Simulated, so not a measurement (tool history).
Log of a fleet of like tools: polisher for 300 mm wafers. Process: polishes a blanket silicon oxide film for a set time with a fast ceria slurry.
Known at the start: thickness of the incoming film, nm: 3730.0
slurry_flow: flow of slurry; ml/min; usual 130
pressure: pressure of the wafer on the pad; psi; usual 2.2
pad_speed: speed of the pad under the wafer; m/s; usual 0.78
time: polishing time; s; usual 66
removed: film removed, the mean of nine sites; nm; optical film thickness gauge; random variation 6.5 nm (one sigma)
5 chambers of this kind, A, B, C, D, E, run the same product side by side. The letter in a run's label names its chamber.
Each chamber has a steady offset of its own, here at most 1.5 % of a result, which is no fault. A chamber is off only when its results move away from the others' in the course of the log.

run	hour	slurry_flow	pressure	pad_speed	time	wafers polished on this pad	hours since the slurry nozzle was cleaned	hours since the head pressure was calibrated	removed
1B	6.3	130	2.2	0.78	66	104	71.2	145.3	537.79
# hour 11.7: chamber A: worn pad replaced by a new one
2E	12.5	130	2.2	0.78	66	424	210.8	370.4	537.56
3C	18.6	130	2.2	0.78	66	1041	603	987.6	523.67
4D	21.9	130	2.2	0.78	66	1225	198.4	281.3	527.56
5A	24.9	130	2.2	0.78	66	164	228.8	254.1	557.19
6C	30.1	130	2.2	0.78	66	1183	614.5	999.1	523.17
7A	35.4	130	2.2	0.78	66	294	239.3	264.6	541.32
8E	39.8	130	2.8	0.62	66	762	238.1	397.7	543.87
9B	45.1	130	2.8	0.62	66	585	110	184.1	535.94
# hour 49.6: chamber A: worn pad replaced by a new one
10D	51.2	130	2.8	0.62	66	1588	227.7	310.6	531.93
# hour 51.8: chamber D: worn pad replaced by a new one
11B	54.2	130	2.8	0.62	66	698	119.1	193.2	535.01
12C	60	130	2.8	0.62	66	1554	644.4	1029	527.23
# hour 63.7: chamber E: worn pad replaced by a new one
13A	64.3	130	2.2	0.78	66	182	268.2	293.5	539.22
14D	69.8	130	2.2	0.78	66	224	246.3	329.2	535.88
15E	72.9	130	2.2	0.78	66	114	271.2	430.8	541.59
16D	75.9	130	2.2	0.78	66	299	252.4	335.3	528.91
17C	81.7	130	2.2	0.78	66	1822	666.1	1050.7	507.74
18E	85	130	2.2	0.78	66	264	283.3	442.9	536.32
19A	87.8	130	2.2	0.78	75	474	291.7	317	598.16
# hour 88.6: chamber A: worn pad replaced by a new one
20B	91.4	130	2.2	0.78	75	1159	156.3	230.4	615.99
# hour 93.2: chamber D: head pressure recalibrated
# hour 94.1: chamber B: worn pad replaced by a new one
21D	94.1	130	2.2	0.78	75	525	270.6	0.9	599.58
22A	97.4	130	2.2	0.78	75	109	301.3	326.6	622.25
23E	101.5	130	2.2	0.78	75	468	299.8	459.4	610.46
24C	104.4	130	2.2	0.78	66	2104	688.8	1073.4	505.06
25B	109.1	130	2.2	0.78	66	186	174	248.1	542.04
26C	113.2	130	2.2	0.78	66	2213	697.6	1082.2	500.29
27A	119	130	2.2	0.78	66	376	322.9	348.2	533.58
# hour 120.6: chamber D: slurry nozzle cleaned
28B	125.1	130	2.2	0.78	66	384	190	264.1	535.87
# hour 125.9: chamber C: head pressure recalibrated
29E	129.3	130	2.2	0.78	66	813	327.6	487.2	538.99
# hour 129.6: chamber A: worn pad replaced by a new one
30D	133.7	130	2.2	0.78	66	1016	13.1	40.5	531.35
31E	136.5	130	2.2	0.78	66	902	334.8	494.4	532.37
32B	139.4	130	2.2	0.78	66	561	204.3	278.4	530.06
33C	142.8	130	2.2	0.78	66	2579	727.2	17	503.96
34A	145.6	130	2.2	0.78	66	198	349.5	374.8	538.01
35D	150.6	130	2.2	0.78	66	1225	30	57.4	537.13
36A	156.6	175	2.2	0.78	66	334	360.5	385.8	557.53
37D	162.6	175	2.2	0.78	66	1374	42	69.4	561.26
38C	165.9	175	2.2	0.78	66	2866	750.3	40.1	522.2

What goes on in this fleet: one chamber off, a drifting gauge, or nothing beyond the chambers' own small offsets? Name the chamber and the cause, if any.

Chamber C drifts away from the others.
Cause: removal rate lost through wear of the pad, % = 7.33.
The log may not tell that from: slurry flow missing at the pad, %.

Here are 4 candidates for chamber C's next run, each the usual settings with a change, their results left as question marks. Which one brings its results back in line with what the others give on the usual settings?
In line means no further than this from the other chambers' mean on the usual settings: removed 23 nm
39C-1	170.4	130	2.2	0.78	72				?
39C-2	170.4	130	2.1	0.76	65				?
39C-3	170.4	130	2.3	0.84	70				?
39C-4	170.4	130	2.2	0.72	61				?

The other chambers' mean on the usual settings: removed 537.22 nm
run	removed
39C-1	536.63
39C-2	450.54
39C-3	587.86
39C-4	419.15
39C-1 brings the chamber back in line.
